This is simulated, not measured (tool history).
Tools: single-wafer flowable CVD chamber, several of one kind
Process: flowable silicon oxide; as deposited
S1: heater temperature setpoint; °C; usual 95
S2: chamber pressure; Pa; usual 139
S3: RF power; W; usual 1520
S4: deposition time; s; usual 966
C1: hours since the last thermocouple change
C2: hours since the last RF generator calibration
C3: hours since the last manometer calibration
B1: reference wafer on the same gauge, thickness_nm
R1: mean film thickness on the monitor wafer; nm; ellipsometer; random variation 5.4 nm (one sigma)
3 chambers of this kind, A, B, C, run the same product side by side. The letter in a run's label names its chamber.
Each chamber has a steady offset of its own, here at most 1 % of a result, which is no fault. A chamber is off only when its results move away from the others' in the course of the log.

{"run": "1A", "hour": 14.6, "S1": 95, "S2": 139, "S3": 1520, "S4": 966, "C1": 2367.2, "C2": 2594.8, "C3": 754.8, "B1": 1062.8, "R1": 898.85}
{"run": "2B", "hour": 26.6, "S1": 95, "S2": 139, "S3": 1520, "S4": 966, "C1": 922.6, "C2": 482.6, "C3": 1395.0, "B1": 1063.3, "R1": 902.45}
{"hour": 31.6, "done": "chamber A: thermocouple changed; heater temperature recalibrated"}
{"run": "3C", "hour": 34.7, "S1": 95, "S2": 139, "S3": 1520, "S4": 966, "C1": 114.7, "C2": 1643.1, "C3": 444.2, "B1": 1063.5, "R1": 884.94}
{"hour": 44.8, "done": "chamber A: RF generator calibrated"}
{"run": "4C", "hour": 46.9, "S1": 95, "S2": 139, "S3": 1520, "S4": 966, "C1": 126.9, "C2": 1655.3, "C3": 456.4, "B1": 1062.1, "R1": 897.85}
{"run": "5A", "hour": 58.8, "S1": 95, "S2": 139, "S3": 1520, "S4": 966, "C1": 27.2, "C2": 14.1, "C3": 799.0, "B1": 1064.3, "R1": 902.76}
{"run": "6B", "hour": 71.4, "S1": 95, "S2": 139, "S3": 1520, "S4": 966, "C1": 967.4, "C2": 527.4, "C3": 1439.8, "B1": 1064.1, "R1": 895.85}
{"run": "7C", "hour": 81.4, "S1": 90, "S2": 161, "S3": 1520, "S4": 966, "C1": 161.4, "C2": 1689.8, "C3": 490.9, "B1": 1063.7, "R1": 1247.4}
{"run": "8A", "hour": 94.2, "S1": 90, "S2": 161, "S3": 1520, "S4": 966, "C1": 62.6, "C2": 49.5, "C3": 834.4, "B1": 1062.2, "R1": 1252.0}
{"run": "9B", "hour": 106.9, "S1": 90, "S2": 161, "S3": 1520, "S4": 966, "C1": 1002.9, "C2": 562.9, "C3": 1475.3, "B1": 1063.9, "R1": 1251.0}
{"run": "10B", "hour": 122.1, "S1": 95, "S2": 139, "S3": 1520, "S4": 966, "C1": 1018.1, "C2": 578.1, "C3": 1490.5, "B1": 1061.6, "R1": 897.08}
{"run": "11A", "hour": 136.9, "S1": 95, "S2": 139, "S3": 1520, "S4": 966, "C1": 105.3, "C2": 92.2, "C3": 877.1, "B1": 1062.5, "R1": 910.03}
{"run": "12C", "hour": 148.9, "S1": 95, "S2": 139, "S3": 1520, "S4": 966, "C1": 228.9, "C2": 1757.3, "C3": 558.4, "B1": 1061.7, "R1": 888.32}
{"run": "13A", "hour": 159.5, "S1": 95, "S2": 139, "S3": 1520, "S4": 966, "C1": 127.9, "C2": 114.8, "C3": 899.7, "B1": 1062.5, "R1": 894.65}
{"run": "14B", "hour": 166.8, "S1": 95, "S2": 139, "S3": 1520, "S4": 966, "C1": 1062.8, "C2": 622.8, "C3": 1535.2, "B1": 1063.3, "R1": 888.46}
{"run": "15C", "hour": 178.3, "S1": 95, "S2": 139, "S3": 1520, "S4": 966, "C1": 258.3, "C2": 1786.7, "C3": 587.8, "B1": 1062.4, "R1": 894.84}
{"run": "16A", "hour": 188.4, "S1": 95, "S2": 139, "S3": 1520, "S4": 966, "C1": 156.8, "C2": 143.7, "C3": 928.6, "B1": 1062.5, "R1": 904.67}
{"run": "17C", "hour": 196.5, "S1": 95, "S2": 121, "S3": 1520, "S4": 966, "C1": 276.5, "C2": 1804.9, "C3": 606.0, "B1": 1063.0, "R1": 755.68}
{"run": "18B", "hour": 207.3, "S1": 95, "S2": 121, "S3": 1520, "S4": 966, "C1": 1103.3, "C2": 663.3, "C3": 1575.7, "B1": 1063.6, "R1": 763.2}
{"run": "19B", "hour": 221.0, "S1": 95, "S2": 121, "S3": 1520, "S4": 966, "C1": 1117.0, "C2": 677.0, "C3": 1589.4, "B1": 1065.1, "R1": 765.34}
{"run": "20C", "hour": 227.8, "S1": 95, "S2": 139, "S3": 1520, "S4": 966, "C1": 307.8, "C2": 1836.2, "C3": 637.3, "B1": 1065.2, "R1": 888.31}
{"run": "21A", "hour": 238.3, "S1": 95, "S2": 139, "S3": 1520, "S4": 966, "C1": 206.7, "C2": 193.6, "C3": 978.5, "B1": 1064.1, "R1": 894.44}
{"run": "22B", "hour": 251.3, "S1": 95, "S2": 139, "S3": 1520, "S4": 966, "C1": 1147.3, "C2": 707.3, "C3": 1619.7, "B1": 1061.1, "R1": 900.6}
{"run": "23A", "hour": 264.1, "S1": 95, "S2": 168, "S3": 1520, "S4": 888, "C1": 232.5, "C2": 219.4, "C3": 1004.3, "B1": 1061.1, "R1": 1015.4}
{"run": "24C", "hour": 273.6, "S1": 95, "S2": 168, "S3": 1520, "S4": 888, "C1": 353.6, "C2": 1882.0, "C3": 683.1, "B1": 1063.5, "R1": 1007.7}
{"run": "25B", "hour": 280.4, "S1": 95, "S2": 168, "S3": 1520, "S4": 888, "C1": 1176.4, "C2": 736.4, "C3": 1648.8, "B1": 1064.8, "R1": 1006.1}
{"run": "26C", "hour": 293.9, "S1": 95, "S2": 139, "S3": 1520, "S4": 966, "C1": 373.9, "C2": 1902.3, "C3": 703.4, "B1": 1062.1, "R1": 896.13}
{"run": "27A", "hour": 305.3, "S1": 95, "S2": 139, "S3": 1520, "S4": 966, "C1": 273.7, "C2": 260.6, "C3": 1045.5, "B1": 1064.6, "R1": 907.76}
{"run": "28A", "hour": 315.7, "S1": 95, "S2": 139, "S3": 1520, "S4": 966, "C1": 284.1, "C2": 271.0, "C3": 1055.9, "B1": 1063.0, "R1": 895.79}
{"run": "29C", "hour": 329.8, "S1": 95, "S2": 139, "S3": 1520, "S4": 966, "C1": 409.8, "C2": 1938.2, "C3": 739.3, "B1": 1061.6, "R1": 890.65}
{"run": "30B", "hour": 337.9, "S1": 89, "S2": 163, "S3": 1520, "S4": 966, "C1": 1233.9, "C2": 793.9, "C3": 1706.3, "B1": 1062.2, "R1": 1308.7}
{"run": "31B", "hour": 344.6, "S1": 89, "S2": 163, "S3": 1520, "S4": 966, "C1": 1240.6, "C2": 800.6, "C3": 1713.0, "B1": 1062.7, "R1": 1291.9}
{"run": "32C", "hour": 352.2, "S1": 89, "S2": 163, "S3": 1520, "S4": 966, "C1": 432.2, "C2": 1960.6, "C3": 761.7, "B1": 1062.9, "R1": 1287.3}
{"run": "33A", "hour": 366.3, "S1": 95, "S2": 139, "S3": 1520, "S4": 966, "C1": 334.7, "C2": 321.6, "C3": 1106.5, "B1": 1063.0, "R1": 901.4}
{"run": "34A", "hour": 379.1, "S1": 95, "S2": 139, "S3": 1520, "S4": 966, "C1": 347.5, "C2": 334.4, "C3": 1119.3, "B1": 1062.5, "R1": 899.04}
{"run": "35C", "hour": 393.2, "S1": 83, "S2": 107, "S3": 1520, "S4": 966, "C1": 473.2, "C2": 2001.6, "C3": 802.7, "B1": 1061.9, "R1": 939.49}
{"run": "36B", "hour": 399.8, "S1": 83, "S2": 107, "S3": 1520, "S4": 966, "C1": 1295.8, "C2": 855.8, "C3": 1768.2, "B1": 1063.4, "R1": 935.68}
{"run": "37C", "hour": 408.8, "S1": 83, "S2": 107, "S3": 1520, "S4": 966, "C1": 488.8, "C2": 2017.2, "C3": 818.3, "B1": 1060.7, "R1": 953.57}
{"run": "38B", "hour": 423.5, "S1": 95, "S2": 139, "S3": 1520, "S4": 966, "C1": 1319.5, "C2": 879.5, "C3": 1791.9, "B1": 1064.2, "R1": 902.21}
{"run": "39A", "hour": 434.6, "S1": 95, "S2": 139, "S3": 1520, "S4": 966, "C1": 403.0, "C2": 389.9, "C3": 1174.8, "B1": 1062.5, "R1": 910.06}
{"run": "40A", "hour": 444.6, "S1": 95, "S2": 139, "S3": 1520, "S4": 966, "C1": 413.0, "C2": 399.9, "C3": 1184.8, "B1": 1062.5, "R1": 906.69}
{"run": "41B", "hour": 452.3, "S1": 95, "S2": 139, "S3": 1520, "S4": 966, "C1": 1348.3, "C2": 908.3, "C3": 1820.7, "B1": 1062.7, "R1": 885.45}

All 3 chambers run these settings next. Forecast each chamber's results:
{"run": "42A", "hour": 463.3, "S1": 107, "S2": 139, "S3": 1520, "S4": 966, "R1": "?"}
{"run": "42B", "hour": 463.3, "S1": 107, "S2": 139, "S3": 1520, "S4": 966, "R1": "?"}
{"run": "42C", "hour": 463.3, "S1": 107, "S2": 139, "S3": 1520, "S4": 966, "R1": "?"}

run=42A R1=603.02
run=42B R1=603.46
run=42C R1=599.06
